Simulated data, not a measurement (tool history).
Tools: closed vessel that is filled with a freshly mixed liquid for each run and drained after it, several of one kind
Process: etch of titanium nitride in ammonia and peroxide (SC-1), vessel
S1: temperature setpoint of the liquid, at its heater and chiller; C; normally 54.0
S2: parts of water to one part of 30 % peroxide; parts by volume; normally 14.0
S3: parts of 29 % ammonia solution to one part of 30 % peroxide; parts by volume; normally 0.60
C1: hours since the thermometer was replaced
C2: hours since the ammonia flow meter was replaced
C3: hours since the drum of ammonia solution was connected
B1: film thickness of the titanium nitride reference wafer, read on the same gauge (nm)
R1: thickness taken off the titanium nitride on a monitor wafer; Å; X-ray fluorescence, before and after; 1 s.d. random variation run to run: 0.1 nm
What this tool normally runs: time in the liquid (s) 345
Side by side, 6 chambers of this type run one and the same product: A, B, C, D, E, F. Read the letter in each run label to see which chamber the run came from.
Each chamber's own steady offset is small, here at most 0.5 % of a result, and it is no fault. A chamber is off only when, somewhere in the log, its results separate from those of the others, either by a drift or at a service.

run 1E hour=12.0 | S1=54.0 S2=14.0 S3=0.60 time_in_the_liquid_(s)=345 | C1=647.6 C2=193.2 C3=66.4 | B1=140.01 | R1=260.65
run 2F hour=21.9 | S1=54.0 S2=14.0 S3=0.60 time_in_the_liquid_(s)=345 | C1=1420.0 C2=569.1 C3=563.8 | B1=139.97 | R1=261.69
run 3D hour=34.3 | S1=54.0 S2=14.0 S3=0.60 time_in_the_liquid_(s)=345 | C1=163.7 C2=248.1 C3=286.7 | B1=139.98 | R1=260.37
-- hour=42.5 chamber C: ammonia flow meter replaced
run 4C hour=43.6 | S1=54.0 S2=14.0 S3=0.60 time_in_the_liquid_(s)=345 | C1=329.2 C2=1.2 C3=290.4 | B1=140.00 | R1=261.16
run 5B hour=50.9 | S1=54.0 S2=14.0 S3=0.85 time_in_the_liquid_(s)=165 | C1=917.1 C2=621.1 C3=181.0 | B1=139.99 | R1=131.92
run 6A hour=62.9 | S1=54.0 S2=14.0 S3=0.85 time_in_the_liquid_(s)=165 | C1=278.9 C2=1397.1 C3=365.6 | B1=140.01 | R1=131.83
-- hour=71.6 chamber B: ammonia flow meter replaced
run 7D hour=79.2 | S1=54.0 S2=14.0 S3=0.85 time_in_the_liquid_(s)=165 | C1=208.6 C2=293.0 C3=331.6 | B1=139.98 | R1=132.67
run 8C hour=93.3 | S1=54.0 S2=14.0 S3=0.85 time_in_the_liquid_(s)=165 | C1=378.9 C2=50.9 C3=340.1 | B1=140.02 | R1=132.35
run 9B hour=107.2 | S1=54.0 S2=14.0 S3=0.85 time_in_the_liquid_(s)=165 | C1=973.4 C2=35.6 C3=237.3 | B1=140.00 | R1=132.24
run 10A hour=118.1 | S1=54.0 S2=14.0 S3=0.85 time_in_the_liquid_(s)=165 | C1=334.1 C2=1452.3 C3=420.8 | B1=139.98 | R1=131.38
run 11F hour=131.1 | S1=54.0 S2=14.0 S3=0.60 time_in_the_liquid_(s)=345 | C1=1529.2 C2=678.3 C3=673.0 | B1=139.99 | R1=261.56
run 12E hour=139.8 | S1=54.0 S2=14.0 S3=0.60 time_in_the_liquid_(s)=345 | C1=775.4 C2=321.0 C3=194.2 | B1=140.01 | R1=261.86
run 13B hour=148.9 | S1=54.0 S2=9.0 S3=0.35 time_in_the_liquid_(s)=345 | C1=1015.1 C2=77.3 C3=279.0 | B1=139.99 | R1=298.82
run 14A hour=160.6 | S1=54.0 S2=9.0 S3=0.35 time_in_the_liquid_(s)=345 | C1=376.6 C2=1494.8 C3=463.3 | B1=140.04 | R1=299.52
run 15C hour=176.3 | S1=54.0 S2=9.0 S3=0.35 time_in_the_liquid_(s)=345 | C1=461.9 C2=133.9 C3=423.1 | B1=139.98 | R1=299.37
run 16F hour=192.2 | S1=54.0 S2=9.0 S3=0.35 time_in_the_liquid_(s)=345 | C1=1590.3 C2=739.4 C3=734.1 | B1=140.01 | R1=297.53
run 17E hour=207.7 | S1=54.0 S2=9.0 S3=0.35 time_in_the_liquid_(s)=345 | C1=843.3 C2=388.9 C3=262.1 | B1=140.00 | R1=302.02
run 18D hour=219.1 | S1=54.0 S2=9.0 S3=0.35 time_in_the_liquid_(s)=345 | C1=348.5 C2=432.9 C3=471.5 | B1=139.97 | R1=301.68
-- hour=222.5 chamber F: thermometer replaced
run 19E hour=234.6 | S1=50.0 S2=14.0 S3=0.60 time_in_the_liquid_(s)=225 | C1=870.2 C2=415.8 C3=289.0 | B1=139.99 | R1=129.11
run 20F hour=245.1 | S1=50.0 S2=14.0 S3=0.60 time_in_the_liquid_(s)=225 | C1=22.6 C2=792.3 C3=787.0 | B1=139.99 | R1=128.07
run 21A hour=255.4 | S1=50.0 S2=14.0 S3=0.60 time_in_the_liquid_(s)=225 | C1=471.4 C2=1589.6 C3=558.1 | B1=140.01 | R1=127.96
run 22B hour=270.5 | S1=50.0 S2=14.0 S3=0.60 time_in_the_liquid_(s)=225 | C1=1136.7 C2=198.9 C3=400.6 | B1=140.01 | R1=129.27
-- hour=279.5 chamber A: thermometer replaced
run 23D hour=282.4 | S1=50.0 S2=14.0 S3=0.60 time_in_the_liquid_(s)=225 | C1=411.8 C2=496.2 C3=534.8 | B1=140.01 | R1=131.83
-- hour=296.6 chamber C: thermometer replaced
run 24C hour=297.8 | S1=50.0 S2=14.0 S3=0.60 time_in_the_liquid_(s)=225 | C1=1.2 C2=255.4 C3=544.6 | B1=140.02 | R1=130.03
-- hour=306.5 chamber F: new drum of ammonia solution connected
run 25D hour=307.4 | S1=54.0 S2=14.0 S3=0.60 time_in_the_liquid_(s)=345 | C1=436.8 C2=521.2 C3=559.8 | B1=140.00 | R1=265.30
run 26C hour=320.1 | S1=54.0 S2=14.0 S3=0.60 time_in_the_liquid_(s)=345 | C1=23.5 C2=277.7 C3=566.9 | B1=140.03 | R1=261.59
-- hour=325.5 chamber E: thermometer replaced
run 27B hour=328.8 | S1=54.0 S2=14.0 S3=0.60 time_in_the_liquid_(s)=345 | C1=1195.0 C2=257.2 C3=458.9 | B1=140.00 | R1=262.32
run 28E hour=337.4 | S1=54.0 S2=14.0 S3=0.60 time_in_the_liquid_(s)=345 | C1=11.9 C2=518.6 C3=391.8 | B1=140.01 | R1=262.51
run 29A hour=347.7 | S1=54.0 S2=14.0 S3=0.60 time_in_the_liquid_(s)=345 | C1=68.2 C2=1681.9 C3=650.4 | B1=140.01 | R1=258.98
run 30F hour=354.9 | S1=54.0 S2=14.0 S3=0.60 time_in_the_liquid_(s)=345 | C1=132.4 C2=902.1 C3=48.4 | B1=140.01 | R1=259.09
run 31F hour=362.7 | S1=54.0 S2=14.0 S3=0.60 time_in_the_liquid_(s)=345 | C1=140.2 C2=909.9 C3=56.2 | B1=140.01 | R1=261.19
run 32D hour=375.9 | S1=54.0 S2=14.0 S3=0.60 time_in_the_liquid_(s)=345 | C1=505.3 C2=589.7 C3=628.3 | B1=140.01 | R1=267.36
run 33E hour=385.3 | S1=54.0 S2=14.0 S3=0.60 time_in_the_liquid_(s)=345 | C1=59.8 C2=566.5 C3=439.7 | B1=140.02 | R1=260.95
run 34A hour=394.4 | S1=54.0 S2=14.0 S3=0.60 time_in_the_liquid_(s)=345 | C1=114.9 C2=1728.6 C3=697.1 | B1=139.99 | R1=260.65
run 35B hour=404.7 | S1=54.0 S2=14.0 S3=0.60 time_in_the_liquid_(s)=345 | C1=1270.9 C2=333.1 C3=534.8 | B1=139.98 | R1=261.79
-- hour=405.0 chamber A: new drum of ammonia solution connected
run 36C hour=414.3 | S1=54.0 S2=19.5 S3=0.60 time_in_the_liquid_(s)=500 | C1=117.7 C2=371.9 C3=661.1 | B1=140.00 | R1=316.59
run 37C hour=425.5 | S1=54.0 S2=19.5 S3=0.60 time_in_the_liquid_(s)=500 | C1=128.9 C2=383.1 C3=672.3 | B1=140.01 | R1=317.34
-- hour=438.3 chamber D: ammonia flow meter replaced
run 38B hour=439.6 | S1=54.0 S2=19.5 S3=0.60 time_in_the_liquid_(s)=500 | C1=1305.8 C2=368.0 C3=569.7 | B1=140.00 | R1=316.25
run 39F hour=447.1 | S1=54.0 S2=19.5 S3=0.60 time_in_the_liquid_(s)=500 | C1=224.6 C2=994.3 C3=140.6 | B1=140.00 | R1=314.41
run 40D hour=461.9 | S1=54.0 S2=19.5 S3=0.60 time_in_the_liquid_(s)=500 | C1=591.3 C2=23.7 C3=714.3 | B1=139.99 | R1=327.01
run 41A hour=474.8 | S1=54.0 S2=19.5 S3=0.60 time_in_the_liquid_(s)=500 | C1=195.3 C2=1809.0 C3=69.9 | B1=140.01 | R1=310.85
run 42E hour=491.4 | S1=54.0 S2=14.0 S3=0.60 time_in_the_liquid_(s)=345 | C1=165.9 C2=672.6 C3=545.8 | B1=140.00 | R1=263.89

All chambers now run identical settings, listed one chamber a line with results as question marks. What results will each chamber show?
run 43A hour=503.3 | S1=44.5 S2=14.0 S3=0.60 time_in_the_liquid_(s)=345 | R1=?
run 43B hour=503.3 | S1=44.5 S2=14.0 S3=0.60 time_in_the_liquid_(s)=345 | R1=?
run 43C hour=503.3 | S1=44.5 S2=14.0 S3=0.60 time_in_the_liquid_(s)=345 | R1=?
run 43D hour=503.3 | S1=44.5 S2=14.0 S3=0.60 time_in_the_liquid_(s)=345 | R1=?
run 43E hour=503.3 | S1=44.5 S2=14.0 S3=0.60 time_in_the_liquid_(s)=345 | R1=?
run 43F hour=503.3 | S1=44.5 S2=14.0 S3=0.60 time_in_the_liquid_(s)=345 | R1=?

run=43A R1=133.43
run=43B R1=136.06
run=43C R1=135.65
run=43D R1=139.75
run=43E R1=133.70
run=43F R1=133.13
